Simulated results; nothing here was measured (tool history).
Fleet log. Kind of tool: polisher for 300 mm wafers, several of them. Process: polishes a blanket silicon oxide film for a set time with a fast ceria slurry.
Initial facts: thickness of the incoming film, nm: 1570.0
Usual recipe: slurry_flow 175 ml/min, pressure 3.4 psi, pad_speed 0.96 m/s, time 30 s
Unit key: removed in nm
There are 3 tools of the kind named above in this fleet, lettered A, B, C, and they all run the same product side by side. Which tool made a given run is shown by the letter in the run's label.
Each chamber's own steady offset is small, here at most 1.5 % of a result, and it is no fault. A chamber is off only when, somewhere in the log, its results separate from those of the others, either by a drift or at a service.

| run | day | slurry_flow | pressure | pad_speed | time | removed |
|---|---|---|---|---|---|---|
|  | 0.017 | chamber C: worn pad replaced by a new one |
| 1B | 0.512 | 175 | 3.4 | 0.96 | 30 | 616.28 |
|  | 0.792 | chamber A: worn pad replaced by a new one |
| 2A | 1.017 | 175 | 3.4 | 0.96 | 30 | 606.73 |
| 3C | 1.558 | 175 | 3.4 | 0.96 | 30 | 614.57 |
| 4B | 1.946 | 175 | 3.4 | 0.96 | 30 | 616.14 |
| 5A | 2.229 | 175 | 3.4 | 0.96 | 30 | 601.25 |
| 6C | 2.75 | 175 | 3.4 | 0.96 | 30 | 617.55 |
| 7B | 3.067 | 175 | 3.4 | 0.96 | 30 | 604.24 |
| 8C | 3.721 | 175 | 3.4 | 0.96 | 30 | 617.22 |
|  | 3.825 | chamber B: worn pad replaced by a new one |
|  | 4.008 | chamber A: worn pad replaced by a new one |
| 9A | 4.096 | 175 | 3.4 | 0.96 | 30 | 605.53 |
| 10A | 4.521 | 175 | 3.4 | 0.96 | 30 | 597.81 |
| 11C | 4.875 | 175 | 3.4 | 0.96 | 30 | 620.33 |
| 12B | 5.346 | 175 | 3.4 | 0.96 | 30 | 616.65 |
| 13A | 5.958 | 175 | 3.4 | 0.96 | 30 | 603.69 |
| 14C | 6.5 | 175 | 3.4 | 0.96 | 30 | 623.96 |
|  | 6.562 | chamber C: worn pad replaced by a new one |
| 15B | 6.842 | 175 | 3.4 | 0.96 | 30 | 604.13 |
|  | 7.038 | chamber B: head pressure recalibrated |
| 16C | 7.238 | 175 | 3.4 | 0.82 | 30 | 544.93 |
|  | 7.458 | chamber A: worn pad replaced by a new one |
|  | 7.538 | chamber B: worn pad replaced by a new one |
| 17B | 7.617 | 175 | 3.4 | 0.82 | 30 | 515.31 |
|  | 7.858 | chamber A: slurry nozzle cleaned |
| 18A | 8.017 | 175 | 3.4 | 0.82 | 30 | 520.28 |
| 19B | 8.371 | 175 | 3.4 | 0.96 | 30 | 617.95 |
| 20C | 8.971 | 175 | 3.4 | 0.96 | 30 | 635.61 |
| 21A | 9.542 | 175 | 3.4 | 0.96 | 30 | 603.05 |
| 22B | 9.854 | 175 | 3.8 | 0.96 | 23 | 528.5 |
| 23C | 10.246 | 175 | 3.8 | 0.96 | 23 | 550.32 |
|  | 10.446 | chamber B: slurry nozzle cleaned |
|  | 10.754 | chamber A: worn pad replaced by a new one |
| 24A | 10.862 | 175 | 3.8 | 0.96 | 23 | 511.62 |
| 25C | 11.338 | 175 | 3.4 | 0.96 | 30 | 651.49 |
|  | 11.567 | chamber B: worn pad replaced by a new one |
| 26B | 11.988 | 175 | 3.4 | 0.96 | 30 | 620.95 |

What goes on in this fleet: one chamber off, a drifting gauge, or nothing beyond the chambers' own small offsets? Name the chamber and the cause, if any.

Chamber C drifts away from the others.
Likeliest cause: head's pressure above its setpoint, % = 5.6.

Below are 4 candidate recipes for chamber C's next run, each the usual settings with a change, their results shown as question marks. Which of them brings C's results back in line with what the other chambers give on the usual settings?
In line means no further than this from the other chambers' mean on the usual settings: removed 15 nm
| 27C-1 | 12.458 | 175 | 3.4 | 0.96 | 32 | ? |
| 27C-2 | 12.458 | 175 | 3.4 | 0.96 | 28 | ? |
| 27C-3 | 12.458 | 175 | 3.4 | 0.98 | 30 | ? |
| 27C-4 | 12.458 | 175 | 3.3 | 0.96 | 30 | ? |

Other chambers, usual settings, mean: removed 609.57 nm
| run | removed |
|---|---|
| 27C-1 | 696.22 |
| 27C-2 | 609.19 |
| 27C-3 | 666.27 |
| 27C-4 | 633.49 |
It is 27C-2 that realigns the chamber with its peers.

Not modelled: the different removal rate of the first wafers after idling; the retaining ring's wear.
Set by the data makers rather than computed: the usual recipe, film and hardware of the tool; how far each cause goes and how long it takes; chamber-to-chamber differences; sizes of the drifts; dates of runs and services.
